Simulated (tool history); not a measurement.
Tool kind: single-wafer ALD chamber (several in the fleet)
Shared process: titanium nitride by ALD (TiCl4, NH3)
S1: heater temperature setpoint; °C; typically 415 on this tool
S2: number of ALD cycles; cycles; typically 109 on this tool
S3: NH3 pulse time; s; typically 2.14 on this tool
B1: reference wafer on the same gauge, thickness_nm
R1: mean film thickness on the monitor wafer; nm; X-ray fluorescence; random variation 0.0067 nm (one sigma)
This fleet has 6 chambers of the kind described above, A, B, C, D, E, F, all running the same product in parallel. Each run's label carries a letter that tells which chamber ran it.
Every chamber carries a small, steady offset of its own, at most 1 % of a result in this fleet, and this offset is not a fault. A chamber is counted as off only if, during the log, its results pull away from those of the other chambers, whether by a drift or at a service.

run   hour   S1   S2    S3      B1      R1
 1E    6.0  415  109  2.14  2.8215  2.4270
 2B   17.5  415  109  2.14  2.8198  2.4090
 3F   23.1  415  109  2.14  2.8208  2.4375
 4A   34.1  415  109  2.14  2.8206  2.4250
 5D   41.0  415  109  2.14  2.8218  2.4019
 6C   46.4  415  109  2.14  2.8194  2.4261
 7C   52.2  415  109  2.14  2.8189  2.4141
 8F   57.9  422   88  2.14  2.8207  1.9621
 9B   65.5  422   88  2.14  2.8219  1.9477
10D   73.9  422   88  2.14  2.8211  1.9482
11E   84.3  422   88  2.14  2.8206  1.9671
12A   96.1  422   88  2.14  2.8175  1.9516
13D  106.6  422   88  2.14  2.8193  1.9487
14A  116.8  415  109  2.14  2.8208  2.4296
15B  127.8  415  109  2.14  2.8191  2.4207
16F  137.7  415   92  1.61  2.8214  2.0333
17C  143.1  415   92  1.61  2.8216  2.0167
18E  148.2  415   92  1.61  2.8214  2.0358
19C  157.1  415   92  1.61  2.8203  1.9998
20E  164.1  415   92  1.61  2.8203  2.0284
21B  172.0  415   92  1.61  2.8206  2.0225
     176.8  -- chamber B: thermocouple changed; heater temperature recalibrated
22F  178.4  415  109  2.14  2.8200  2.4264
23A  183.6  415  109  2.14  2.8206  2.4185
24D  193.1  415  109  2.14  2.8205  2.4043
25F  199.2  415  109  2.14  2.8205  2.4335
26C  207.2  415  109  2.14  2.8198  2.4192
27B  212.5  415  109  2.14  2.8199  2.4173
28E  222.3  415  109  2.14  2.8187  2.4271
29D  232.6  415  109  2.14  2.8199  2.4048
30A  243.3  415  109  2.14  2.8198  2.4228
31F  250.9  415  109  2.14  2.8198  2.4361
32E  261.5  415  116  2.14  2.8190  2.5985
33D  267.5  415  116  2.14  2.8201  2.5675
34C  273.9  415  116  2.14  2.8180  2.5682
35A  282.7  415  116  2.14  2.8204  2.5686
36B  290.7  415  116  2.14  2.8199  2.5705
     291.8  -- chamber A: thermocouple changed; heater temperature recalibrated
     293.2  -- chamber E: thermocouple changed; heater temperature recalibrated
37D  297.7  415  116  2.14  2.8202  2.5545
38A  305.2  415  109  2.14  2.8191  2.4203
39B  310.4  415  109  2.14  2.8199  2.4161
40C  317.2  415  109  2.14  2.8207  2.4103
41E  322.6  402   94  2.14  2.8187  2.0857
42F  331.6  402   94  2.14  2.8199  2.0952
43A  336.7  402   94  2.14  2.8177  2.0769

Predict what each chamber gives when all 6 of them run the settings below next.
44A  345.2  401  109  2.14       ?
44B  345.2  401  109  2.14       ?
44C  345.2  401  109  2.14       ?
44D  345.2  401  109  2.14       ?
44E  345.2  401  109  2.14       ?
44F  345.2  401  109  2.14       ?

run      R1
44A  2.4069
44B  2.4070
44C  2.4017
44D  2.4077
44E  2.4197
44F  2.4345

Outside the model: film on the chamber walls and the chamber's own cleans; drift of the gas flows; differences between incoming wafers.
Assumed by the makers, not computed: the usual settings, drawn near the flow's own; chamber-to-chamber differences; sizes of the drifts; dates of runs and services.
